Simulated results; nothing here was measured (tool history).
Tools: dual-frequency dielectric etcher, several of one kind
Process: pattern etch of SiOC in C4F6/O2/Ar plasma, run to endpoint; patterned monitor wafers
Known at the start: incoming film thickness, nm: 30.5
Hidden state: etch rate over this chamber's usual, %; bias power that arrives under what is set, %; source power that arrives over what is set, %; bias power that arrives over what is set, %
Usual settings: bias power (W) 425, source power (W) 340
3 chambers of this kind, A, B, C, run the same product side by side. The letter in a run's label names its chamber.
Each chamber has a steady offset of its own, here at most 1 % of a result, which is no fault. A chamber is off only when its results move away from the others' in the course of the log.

run    day  bias power (W)  source power (W)  hours since the last wet clean  hours since the last bias power generator calibration  hours since the last source power generator calibration  endpoint time (s)
 1B  0.221             425               340                           135.4                                                 1958.1                                                    595.3             11.644
 2A  0.354             425               340                           461.8                                                 2456.9                                                   2592.9             11.706
 3C  0.492             425               340                           222.4                                                  503.5                                                    151.3             11.537
 4A  0.750             425               340                           471.3                                                 2466.4                                                   2602.4             11.557
 5C  0.983             425               340                           234.2                                                  515.3                                                    163.1             11.599
 6B  1.204             425               340                           159.0                                                 1981.7                                                    618.9             11.549
 7B  1.383             425               340                           163.3                                                 1986.0                                                    623.2             11.577
 8C  1.533             425               340                           247.4                                                  528.5                                                    176.3             11.518
 9A  1.704             425               340                           494.2                                                 2489.3                                                   2625.3             11.551
10B  1.933             425               340                           176.5                                                 1999.2                                                    636.4             11.445
11A  2.071             425               340                           503.0                                                 2498.1                                                   2634.1             11.599
12C  2.254             425               340                           264.7                                                  545.8                                                    193.6             11.447
13B  2.425             425               340                           188.3                                                 2011.0                                                    648.2             11.570
14A  2.642             425               340                           516.7                                                 2511.8                                                   2647.8             11.411
15C  2.846             425               340                           278.9                                                  560.0                                                    207.8             11.601
16B  3.075             425               340                           203.9                                                 2026.6                                                    663.8             11.503
     3.108  -- chamber A: wet clean of the chamber
17C  3.254             425               340                           288.7                                                  569.8                                                    217.6             11.586
18A  3.379             425               340                             6.6                                                 2529.5                                                   2665.5             11.085
19B  3.533             425               340                           214.9                                                 2037.6                                                    674.8             11.478
20C  3.683             425               340                           299.0                                                  580.1                                                    227.9             11.484
21A  3.875             425               340                            18.5                                                 2541.4                                                   2677.4             11.004
22C  4.025             425               340                           307.2                                                  588.3                                                    236.1             11.577
23A  4.271             425               340                            28.0                                                 2550.9                                                   2686.9             10.934
24B  4.433             425               340                           236.5                                                 2059.2                                                    696.4             11.432
25B  4.562             425               340                           239.6                                                 2062.3                                                    699.5             11.546
26A  4.733             337               370                            39.1                                                 2562.0                                                   2698.0             11.553
27C  4.971             337               370                           329.9                                                  611.0                                                    258.8             12.031
28B  5.112             337               370                           252.8                                                 2075.5                                                    712.7             12.098
29A  5.308             425               400                            52.9                                                 2575.8                                                   2711.8             10.358
30C  5.529             425               400                           343.3                                                  624.4                                                    272.2             10.871
31B  5.754             425               400                           268.2                                                 2090.9                                                    728.1             10.943
32C  5.875             425               340                           351.6                                                  632.7                                                    280.5             11.537
33A  6.042             425               410                            70.5                                                 2593.4                                                   2729.4             10.281
34B  6.300             425               410                           281.3                                                 2104.0                                                    741.2             10.645
35A  6.429             425               410                            79.8                                                 2602.7                                                   2738.7             10.297

All 3 chambers run these settings next. Forecast each chamber's results:
36A  6.625             425               340                                                                                                                                                                  ?
36B  6.625             425               340                                                                                                                                                                  ?
36C  6.625             425               340                                                                                                                                                                  ?

run  endpoint time (s)
36A             10.997
36B             11.421
36C             11.412

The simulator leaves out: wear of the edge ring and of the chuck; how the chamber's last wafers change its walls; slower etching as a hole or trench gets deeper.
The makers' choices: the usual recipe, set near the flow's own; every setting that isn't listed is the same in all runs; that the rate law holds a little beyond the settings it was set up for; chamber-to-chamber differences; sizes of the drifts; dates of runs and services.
